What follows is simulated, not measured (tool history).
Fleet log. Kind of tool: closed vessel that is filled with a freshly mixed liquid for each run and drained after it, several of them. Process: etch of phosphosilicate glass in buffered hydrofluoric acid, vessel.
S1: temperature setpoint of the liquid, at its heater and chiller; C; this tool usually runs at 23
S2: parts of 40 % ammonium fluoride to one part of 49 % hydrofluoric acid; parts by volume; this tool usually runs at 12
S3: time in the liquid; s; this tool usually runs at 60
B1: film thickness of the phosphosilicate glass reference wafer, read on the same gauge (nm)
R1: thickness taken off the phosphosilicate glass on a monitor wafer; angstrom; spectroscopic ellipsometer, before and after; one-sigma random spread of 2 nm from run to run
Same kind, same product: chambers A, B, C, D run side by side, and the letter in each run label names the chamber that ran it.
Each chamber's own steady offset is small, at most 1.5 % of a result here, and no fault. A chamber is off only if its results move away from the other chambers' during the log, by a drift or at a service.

{"run": "1A", "hour": 11.7, "S1": 23, "S2": 12, "S3": 60, "B1": 69.993, "R1": 4527.8}
{"run": "2C", "hour": 23.1, "S1": 23, "S2": 12, "S3": 60, "B1": 69.981, "R1": 4572.3}
{"run": "3D", "hour": 36.5, "S1": 23, "S2": 12, "S3": 60, "B1": 69.964, "R1": 4538.9}
{"run": "4B", "hour": 49.5, "S1": 23, "S2": 12, "S3": 60, "B1": 70.008, "R1": 4539.1}
{"run": "5D", "hour": 57.4, "S1": 23, "S2": 12, "S3": 60, "B1": 69.977, "R1": 4551.3}
{"run": "6B", "hour": 65.0, "S1": 19, "S2": 7.5, "S3": 60, "B1": 70.042, "R1": 5661.8}
{"hour": 66.6, "done": "chamber B: thermometer replaced"}
{"run": "7C", "hour": 74.0, "S1": 19, "S2": 7.5, "S3": 60, "B1": 69.978, "R1": 5772.5}
{"run": "8A", "hour": 85.2, "S1": 19, "S2": 7.5, "S3": 60, "B1": 69.98, "R1": 5692.2}
{"run": "9D", "hour": 98.9, "S1": 19, "S2": 7.5, "S3": 60, "B1": 70.073, "R1": 5669.5}
{"run": "10B", "hour": 105.4, "S1": 23, "S2": 12, "S3": 60, "B1": 69.972, "R1": 4566.3}
{"run": "11A", "hour": 119.2, "S1": 23, "S2": 12, "S3": 60, "B1": 69.955, "R1": 4570.9}
{"hour": 119.5, "done": "chamber C: thermometer replaced"}
{"run": "12C", "hour": 128.6, "S1": 23, "S2": 12, "S3": 60, "B1": 69.984, "R1": 4540}
{"run": "13C", "hour": 139.0, "S1": 23, "S2": 12, "S3": 60, "B1": 70.02, "R1": 4561.7}
{"run": "14A", "hour": 150.4, "S1": 23, "S2": 12, "S3": 60, "B1": 70.041, "R1": 4507.2}
{"run": "15B", "hour": 161.3, "S1": 23, "S2": 12, "S3": 60, "B1": 69.996, "R1": 4547.1}
{"run": "16D", "hour": 175.0, "S1": 23, "S2": 12, "S3": 60, "B1": 70.007, "R1": 4567.8}
{"run": "17A", "hour": 186.6, "S1": 23, "S2": 12, "S3": 60, "B1": 70.009, "R1": 4576.7}
{"hour": 189.8, "done": "chamber D: thermometer replaced"}
{"run": "18D", "hour": 193.0, "S1": 23, "S2": 12, "S3": 60, "B1": 69.996, "R1": 4499.6}
{"run": "19B", "hour": 200.5, "S1": 23, "S2": 12, "S3": 60, "B1": 70.022, "R1": 4603.2}
{"run": "20C", "hour": 210.3, "S1": 23, "S2": 12, "S3": 60, "B1": 70.038, "R1": 4547.3}
{"run": "21A", "hour": 223.3, "S1": 23, "S2": 12, "S3": 60, "B1": 70.016, "R1": 4543}
{"run": "22C", "hour": 232.8, "S1": 23, "S2": 12, "S3": 60, "B1": 70.016, "R1": 4565.3}
{"run": "23D", "hour": 241.4, "S1": 23, "S2": 12, "S3": 60, "B1": 69.983, "R1": 4491.6}
{"run": "24B", "hour": 255.3, "S1": 21.5, "S2": 12, "S3": 80, "B1": 70.011, "R1": 5592}
{"run": "25A", "hour": 264.6, "S1": 21.5, "S2": 12, "S3": 80, "B1": 70.023, "R1": 5559}
{"run": "26C", "hour": 272.6, "S1": 21.5, "S2": 12, "S3": 80, "B1": 70.007, "R1": 5595.8}
{"run": "27B", "hour": 280.9, "S1": 21.5, "S2": 12, "S3": 80, "B1": 69.982, "R1": 5584.1}
{"run": "28D", "hour": 288.9, "S1": 23, "S2": 12, "S3": 60, "B1": 70.063, "R1": 4512.4}
{"run": "29A", "hour": 295.9, "S1": 23, "S2": 12, "S3": 60, "B1": 70.008, "R1": 4530.6}
{"run": "30B", "hour": 308.5, "S1": 23, "S2": 12, "S3": 60, "B1": 69.942, "R1": 4545.7}
{"run": "31D", "hour": 318.7, "S1": 23, "S2": 12, "S3": 60, "B1": 69.994, "R1": 4527.1}
{"run": "32C", "hour": 328.8, "S1": 23, "S2": 12, "S3": 60, "B1": 69.989, "R1": 4569.4}
{"run": "33D", "hour": 337.9, "S1": 23, "S2": 12, "S3": 60, "B1": 69.988, "R1": 4471.6}
{"run": "34B", "hour": 349.6, "S1": 23, "S2": 12, "S3": 60, "B1": 69.99, "R1": 4580.7}

Next, every chamber runs the same settings. What will each give?
{"run": "35A", "hour": 359.8, "S1": 23, "S2": 15, "S3": 60, "R1": "?"}
{"run": "35B", "hour": 359.8, "S1": 23, "S2": 15, "S3": 60, "R1": "?"}
{"run": "35C", "hour": 359.8, "S1": 23, "S2": 15, "S3": 60, "R1": "?"}
{"run": "35D", "hour": 359.8, "S1": 23, "S2": 15, "S3": 60, "R1": "?"}

run=35A R1=3627.5
run=35B R1=3664.7
run=35C R1=3647.7
run=35D R1=3629.2
